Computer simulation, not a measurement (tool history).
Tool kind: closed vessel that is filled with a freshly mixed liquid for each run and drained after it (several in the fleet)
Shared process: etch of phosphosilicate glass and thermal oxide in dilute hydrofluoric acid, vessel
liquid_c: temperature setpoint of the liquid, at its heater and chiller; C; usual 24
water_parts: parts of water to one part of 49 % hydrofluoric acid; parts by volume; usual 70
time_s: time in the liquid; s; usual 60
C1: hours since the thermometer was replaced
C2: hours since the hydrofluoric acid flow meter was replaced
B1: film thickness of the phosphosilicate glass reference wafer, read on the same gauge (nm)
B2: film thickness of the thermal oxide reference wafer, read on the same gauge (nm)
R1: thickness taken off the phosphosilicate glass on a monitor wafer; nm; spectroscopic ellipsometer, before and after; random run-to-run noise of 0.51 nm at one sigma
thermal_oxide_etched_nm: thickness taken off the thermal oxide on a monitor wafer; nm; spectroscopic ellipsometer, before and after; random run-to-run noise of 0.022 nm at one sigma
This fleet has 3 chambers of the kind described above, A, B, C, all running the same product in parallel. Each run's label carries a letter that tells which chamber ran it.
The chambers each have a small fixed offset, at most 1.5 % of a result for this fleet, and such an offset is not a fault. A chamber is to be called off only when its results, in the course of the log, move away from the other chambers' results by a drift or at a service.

Run 1C, day 0.467: usual settings; C1 908.4; C2 1310.6; B1 139.99; B2 29.992. Result: R1 59.864 nm, thermal_oxide_etched_nm 4.3955 nm.
Run 2B, day 0.85: usual settings; C1 202.7; C2 763; B1 140; B2 29.989. Result: R1 59.644 nm, thermal_oxide_etched_nm 4.4348 nm.
Run 3A, day 1.429: usual settings; C1 1108.1; C2 406.7; B1 140; B2 29.996. Result: R1 59.449 nm, thermal_oxide_etched_nm 4.4429 nm.
Run 4B, day 1.9: usual settings; C1 227.9; C2 788.2; B1 140.01; B2 30.028. Result: R1 59.638 nm, thermal_oxide_etched_nm 4.4259 nm.
At day 2.35: chamber C: hydrofluoric acid flow meter replaced.
Run 5A, day 2.475: usual settings; C1 1133.2; C2 431.8; B1 140.03; B2 29.992. Result: R1 58.472 nm, thermal_oxide_etched_nm 4.4134 nm.
Run 6C, day 3.104: usual settings; C1 971.7; C2 18.1; B1 139.98; B2 29.972. Result: R1 59.835 nm, thermal_oxide_etched_nm 4.3737 nm.
Run 7B, day 3.662: usual settings; C1 270.2; C2 830.5; B1 140; B2 30.016. Result: R1 58.955 nm, thermal_oxide_etched_nm 4.3904 nm.
At day 3.888: chamber C: thermometer replaced.
Run 8A, day 4.071: usual settings; C1 1171.5; C2 470.1; B1 140.02; B2 30.016. Result: R1 59.069 nm, thermal_oxide_etched_nm 4.415 nm.
Run 9C, day 4.375: usual settings; C1 11.7; C2 48.6; B1 140.03; B2 30.015. Result: R1 59.924 nm, thermal_oxide_etched_nm 4.4378 nm.
Run 10A, day 4.975: usual settings; C1 1193.2; C2 491.8; B1 139.97; B2 30.057. Result: R1 59.203 nm, thermal_oxide_etched_nm 4.4424 nm.
Run 11B, day 5.4: usual settings; C1 311.9; C2 872.2; B1 140.02; B2 29.999. Result: R1 59.276 nm, thermal_oxide_etched_nm 4.4443 nm.
Run 12C, day 5.788: usual settings; C1 45.6; C2 82.5; B1 140; B2 30.013. Result: R1 60.016 nm, thermal_oxide_etched_nm 4.4176 nm.
Run 13B, day 6.388: usual settings but liquid_c 25.5 C, water_parts 50 parts by volume; C1 335.6; C2 895.9; B1 139.99; B2 29.991. Result: R1 91.01 nm, thermal_oxide_etched_nm 6.7406 nm.
Run 14C, day 6.95: usual settings but liquid_c 25.5 C, water_parts 50 parts by volume; C1 73.5; C2 110.4; B1 140.02; B2 30.016. Result: R1 92.669 nm, thermal_oxide_etched_nm 6.7642 nm.
At day 7.221: chamber A: thermometer replaced.
Run 15A, day 7.246: usual settings but liquid_c 25.5 C, water_parts 50 parts by volume; C1 0.6; C2 546.3; B1 140.01; B2 30.034. Result: R1 90.483 nm, thermal_oxide_etched_nm 6.8347 nm.
Run 16C, day 7.771: usual settings; C1 93.2; C2 130.1; B1 140.03; B2 29.973. Result: R1 60.674 nm, thermal_oxide_etched_nm 4.4325 nm.
Run 17B, day 8.4: usual settings but liquid_c 20.5 C, time_s 80 s; C1 383.9; C2 944.2; B1 140; B2 29.996. Result: R1 68.997 nm, thermal_oxide_etched_nm 5.0634 nm.
Run 18A, day 9.046: usual settings but liquid_c 20.5 C, time_s 80 s; C1 43.8; C2 589.5; B1 139.99; B2 29.99. Result: R1 69.563 nm, thermal_oxide_etched_nm 5.1628 nm.
Run 19A, day 9.454: usual settings but liquid_c 20.5 C, time_s 80 s; C1 53.6; C2 599.3; B1 140; B2 30.048. Result: R1 69.333 nm, thermal_oxide_etched_nm 5.1343 nm.
Run 20B, day 9.904: usual settings; C1 420; C2 980.3; B1 140; B2 29.979. Result: R1 59.648 nm, thermal_oxide_etched_nm 4.3667 nm.
Run 21C, day 10.204: usual settings; C1 151.6; C2 188.5; B1 139.99; B2 29.977. Result: R1 60.127 nm, thermal_oxide_etched_nm 4.4073 nm.
Run 22B, day 10.817: usual settings but water_parts 40 parts by volume; C1 441.9; C2 1002.2; B1 140.01; B2 29.985. Result: R1 108.95 nm, thermal_oxide_etched_nm 8.0717 nm.
Run 23C, day 11.183: usual settings but water_parts 40 parts by volume; C1 175.1; C2 212; B1 140.01; B2 29.949. Result: R1 110.35 nm, thermal_oxide_etched_nm 8.1426 nm.

All 3 chambers run these settings next. Forecast each chamber's results:
Run 24A, day 11.658: usual settings but liquid_c 26.5 C. Result: R1 ?, thermal_oxide_etched_nm ?.
Run 24B, day 11.658: usual settings but liquid_c 26.5 C. Result: R1 ?, thermal_oxide_etched_nm ?.
Run 24C, day 11.658: usual settings but liquid_c 26.5 C. Result: R1 ?, thermal_oxide_etched_nm ?.

run      R1  thermal_oxide_etched_nm
24A  66.719                   4.9072
24B  66.146                   4.8824
24C   66.58                   4.8482

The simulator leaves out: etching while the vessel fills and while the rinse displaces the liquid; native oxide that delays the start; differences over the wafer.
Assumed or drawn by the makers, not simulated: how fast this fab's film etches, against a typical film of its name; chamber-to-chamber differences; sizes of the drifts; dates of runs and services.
